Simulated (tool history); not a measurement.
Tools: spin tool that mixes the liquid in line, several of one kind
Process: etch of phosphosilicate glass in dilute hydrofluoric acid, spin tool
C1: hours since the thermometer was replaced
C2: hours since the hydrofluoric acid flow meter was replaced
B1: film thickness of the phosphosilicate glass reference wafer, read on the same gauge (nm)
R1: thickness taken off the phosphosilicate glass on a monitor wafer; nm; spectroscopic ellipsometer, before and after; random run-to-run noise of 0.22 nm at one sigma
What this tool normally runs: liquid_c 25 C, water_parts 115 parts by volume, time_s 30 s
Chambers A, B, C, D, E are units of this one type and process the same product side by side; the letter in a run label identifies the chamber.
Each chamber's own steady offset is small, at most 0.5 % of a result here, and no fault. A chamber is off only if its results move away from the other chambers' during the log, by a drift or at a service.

Run 1C, day 0.471: usual settings; C1 158.3; C2 1280.2; B1 129.99. Result: R1 31.695 nm.
Run 2B, day 0.700: usual settings; C1 745.0; C2 275.5; B1 129.99. Result: R1 31.583 nm.
Run 3E, day 0.954: usual settings; C1 179.6; C2 675.0; B1 130.00. Result: R1 31.865 nm.
Run 4D, day 1.188: usual settings; C1 646.5; C2 264.2; B1 130.02. Result: R1 31.455 nm.
Run 5A, day 1.654: usual settings; C1 1505.9; C2 321.0; B1 130.01. Result: R1 31.610 nm.
Run 6D, day 1.954: usual settings; C1 664.9; C2 282.6; B1 129.98. Result: R1 31.743 nm.
Run 7E, day 2.192: usual settings; C1 209.3; C2 704.7; B1 129.98. Result: R1 31.847 nm.
Run 8B, day 2.662: usual settings; C1 792.1; C2 322.6; B1 130.02. Result: R1 31.375 nm.
Run 9C, day 2.933: usual settings; C1 217.4; C2 1339.3; B1 130.00. Result: R1 31.605 nm.
Run 10A, day 3.242: usual settings; C1 1544.0; C2 359.1; B1 130.00. Result: R1 31.926 nm.
Run 11B, day 3.475: usual settings; C1 811.6; C2 342.1; B1 130.00. Result: R1 31.682 nm.
Run 12E, day 3.875: usual settings; C1 249.7; C2 745.1; B1 130.03. Result: R1 31.623 nm.
Run 13C, day 4.117: usual settings but time_s 20 s; C1 245.8; C2 1367.7; B1 129.99. Result: R1 20.817 nm.
Run 14A, day 4.362: usual settings but time_s 20 s; C1 1570.9; C2 386.0; B1 130.00. Result: R1 21.137 nm.
Run 15D, day 4.812: usual settings but time_s 20 s; C1 733.5; C2 351.2; B1 130.00. Result: R1 20.859 nm.
Run 16C, day 5.196: usual settings but time_s 20 s; C1 271.7; C2 1393.6; B1 129.97. Result: R1 21.166 nm.
Run 17A, day 5.579: usual settings but time_s 20 s; C1 1600.1; C2 415.2; B1 130.00. Result: R1 21.177 nm.
At day 5.617: chamber A: hydrofluoric acid flow meter replaced.
Run 18B, day 5.875: usual settings; C1 869.2; C2 399.7; B1 130.01. Result: R1 31.541 nm.
Run 19D, day 6.196: usual settings; C1 766.7; C2 384.4; B1 129.99. Result: R1 31.716 nm.
Run 20E, day 6.496: usual settings; C1 312.6; C2 808.0; B1 130.02. Result: R1 31.764 nm.
Run 21E, day 6.796: usual settings; C1 319.8; C2 815.2; B1 130.02. Result: R1 31.394 nm.
Run 22B, day 7.004: usual settings; C1 896.3; C2 426.8; B1 130.01. Result: R1 32.453 nm.
Run 23D, day 7.225: usual settings; C1 791.4; C2 409.1; B1 129.99. Result: R1 31.501 nm.
Run 24A, day 7.600: usual settings; C1 1648.6; C2 47.7; B1 130.00. Result: R1 31.615 nm.
Run 25C, day 8.029: usual settings; C1 339.7; C2 1461.6; B1 129.98. Result: R1 32.111 nm.
Run 26A, day 8.342: usual settings; C1 1666.4; C2 65.5; B1 129.99. Result: R1 31.855 nm.
Run 27E, day 8.742: usual settings but water_parts 90 parts by volume, time_s 45 s; C1 366.5; C2 861.9; B1 129.99. Result: R1 62.397 nm.
Run 28C, day 9.217: usual settings but water_parts 90 parts by volume, time_s 45 s; C1 368.2; C2 1490.1; B1 129.98. Result: R1 62.516 nm.
Run 29D, day 9.496: usual settings but water_parts 90 parts by volume, time_s 45 s; C1 845.9; C2 463.6; B1 129.98. Result: R1 62.131 nm.
Run 30B, day 9.762: usual settings but water_parts 90 parts by volume, time_s 45 s; C1 962.5; C2 493.0; B1 129.98. Result: R1 64.256 nm.
Run 31C, day 10.038: usual settings but water_parts 90 parts by volume, time_s 45 s; C1 387.9; C2 1509.8; B1 129.96. Result: R1 62.732 nm.
Run 32B, day 10.304: usual settings; C1 975.5; C2 506.0; B1 130.00. Result: R1 32.545 nm.
Run 33A, day 10.746: usual settings; C1 1724.1; C2 123.2; B1 129.97. Result: R1 31.677 nm.
Run 34E, day 11.162: usual settings; C1 424.6; C2 920.0; B1 129.99. Result: R1 31.667 nm.
At day 11.283: chamber D: hydrofluoric acid flow meter replaced.
Run 35D, day 11.512: usual settings; C1 894.3; C2 5.6; B1 129.99. Result: R1 31.376 nm.
Run 36B, day 11.921: usual settings; C1 1014.3; C2 544.8; B1 130.00. Result: R1 32.888 nm.
Run 37E, day 12.246: usual settings; C1 450.6; C2 946.0; B1 129.97. Result: R1 31.722 nm.
Run 38D, day 12.512: usual settings but water_parts 145 parts by volume; C1 918.3; C2 29.6; B1 130.00. Result: R1 24.258 nm.
Run 39C, day 12.833: usual settings but water_parts 145 parts by volume; C1 455.0; C2 1576.9; B1 130.01. Result: R1 24.195 nm.
At day 12.888: chamber C: hydrofluoric acid flow meter replaced.
Run 40A, day 13.050: usual settings but water_parts 145 parts by volume; C1 1779.4; C2 178.5; B1 129.98. Result: R1 24.372 nm.
Run 41D, day 13.479: usual settings but water_parts 145 parts by volume; C1 941.5; C2 52.8; B1 130.01. Result: R1 23.886 nm.
Run 42E, day 13.921: usual settings but water_parts 145 parts by volume; C1 490.8; C2 986.2; B1 130.00. Result: R1 24.275 nm.
Run 43C, day 14.350: usual settings; C1 491.4; C2 35.2; B1 129.98. Result: R1 31.833 nm.

Is one chamber off against the others, does the gauge drift, or is nothing wrong? If a chamber is off, say which, and what the likeliest cause is.

It is chamber B that slowly wanders off from its peers.
Most likely cause: hydrofluoric acid flow above the setpoint (%) = 3.87.
With only this log, it may be confused with: liquid hotter than its thermometer reads (K).

Below are 4 candidate recipes for chamber B's next run, each the usual settings with a change, their results shown as question marks. Which of them brings B's results back in line with what the other chambers give on the usual settings?
To be in line, a result may differ from the other chambers' mean on the usual settings by at most: R1 0.760 nm
Run 44B-1, day 14.696: usual settings but water_parts 120 parts by volume. Result: R1 ?.
Run 44B-2, day 14.696: usual settings but liquid_c 23 C. Result: R1 ?.
Run 44B-3, day 14.696: usual settings but water_parts 110 parts by volume. Result: R1 ?.
Run 44B-4, day 14.696: usual settings but liquid_c 27 C. Result: R1 ?.

Average result of the remaining chambers running the usual settings: R1 31.619 nm
  run      R1
44B-1  31.387
44B-2  30.452
44B-3  34.647
44B-4  35.604
44B-1 puts the chamber back in line with the other chambers.
